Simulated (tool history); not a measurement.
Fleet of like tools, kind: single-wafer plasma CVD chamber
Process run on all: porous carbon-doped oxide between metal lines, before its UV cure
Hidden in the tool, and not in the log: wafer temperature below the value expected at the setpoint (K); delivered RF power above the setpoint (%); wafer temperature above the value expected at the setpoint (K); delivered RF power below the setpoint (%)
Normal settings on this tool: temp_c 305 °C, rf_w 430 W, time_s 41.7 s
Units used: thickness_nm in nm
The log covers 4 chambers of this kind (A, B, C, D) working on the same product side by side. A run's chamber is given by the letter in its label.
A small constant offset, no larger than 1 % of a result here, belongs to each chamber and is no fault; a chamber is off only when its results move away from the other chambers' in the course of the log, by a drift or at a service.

run	day	temp_c	rf_w	time_s	hours since the last thermocouple change	hours since the last RF generator calibration	read-back reference wafer on the same gauge, thickness_nm	thickness_nm
1B	0.292	305	430	41.7	67.5	446.8	173.97	194.57
2A	0.858	305	430	41.7	771.4	1979.6	173.90	194.77
3D	1.408	305	430	41.7	1544.0	145.6	173.95	195.47
4C	1.879	305	430	41.7	812.6	1248.3	173.85	193.17
5D	2.238	290	430	37.0	1563.9	165.5	173.87	189.11
6B	2.829	290	430	37.0	128.4	507.7	173.83	188.12
7A	3.133	290	430	37.0	826.0	2034.2	173.77	189.15
# day 3.304: chamber A: thermocouple changed; heater temperature recalibrated
8C	3.712	290	430	37.0	856.6	1292.3	173.85	187.74
# day 3.742: chamber C: thermocouple changed; heater temperature recalibrated
9A	4.217	305	430	41.7	22.0	2060.2	173.71	194.88
10B	4.762	305	430	41.7	174.8	554.1	173.70	193.68
11C	5.196	305	430	41.7	35.0	1327.9	173.72	193.09
12D	5.779	305	430	41.7	1648.9	250.5	173.60	194.41
# day 6.279: chamber A: RF generator calibrated
13A	6.371	301	430	49.5	73.7	2.3	173.53	234.84
14C	6.654	301	430	49.5	70.0	1362.9	173.51	233.41
15D	7.000	301	430	49.5	1678.2	279.8	173.53	234.74
16B	7.412	301	430	49.5	238.4	617.7	173.48	233.78
17C	7.692	305	430	41.7	94.9	1387.8	173.50	192.85
18A	8.288	305	430	41.7	119.7	48.3	173.45	194.64
19B	8.688	305	430	41.7	269.0	648.3	173.35	192.95
20D	9.188	305	510	41.7	1730.7	332.3	173.36	218.70
21B	9.462	305	510	41.7	287.6	666.9	173.43	218.98
22C	9.904	305	510	41.7	148.0	1440.9	173.35	217.44
23D	10.383	305	510	41.7	1759.4	361.0	173.34	219.20
24A	10.967	305	430	41.7	184.0	112.6	173.39	193.80
25A	11.371	305	430	41.7	193.7	122.3	173.21	194.81
26C	11.771	305	430	45.4	192.8	1485.7	173.18	208.87
27B	12.196	305	430	45.4	353.2	732.5	173.16	209.69
28D	12.654	305	430	45.4	1813.9	415.5	173.20	211.75
29B	13.125	305	430	45.4	375.5	754.8	173.24	208.67
30D	13.646	305	430	41.7	1837.7	439.3	173.09	194.39
31C	13.979	305	430	41.7	245.8	1538.7	173.09	192.43
32A	14.579	305	430	41.7	270.7	199.3	173.05	194.23
33B	14.879	305	430	41.7	417.6	796.9	173.10	193.35
34C	15.446	305	430	41.7	281.0	1573.9	172.99	192.13
35A	15.954	305	430	41.7	303.7	232.3	172.98	194.15
36D	16.488	305	430	41.7	1905.9	507.5	172.93	193.87
37C	16.775	305	430	41.7	312.9	1605.8	172.90	191.77
38A	17.383	305	430	41.7	338.0	266.6	172.91	194.24
39B	17.883	305	350	49.5	489.7	869.0	172.85	192.98
40D	18.242	305	350	49.5	1948.0	549.6	172.77	194.63
41C	18.550	305	350	49.5	355.5	1648.4	172.85	191.99

All 4 chambers run these settings next. Forecast each chamber's results:
42A	19.000	312	430	41.7				?
42B	19.000	312	430	41.7				?
42C	19.000	312	430	41.7				?
42D	19.000	312	430	41.7				?

run	thickness_nm
42A	186.68
42B	185.27
42C	185.33
42D	186.70
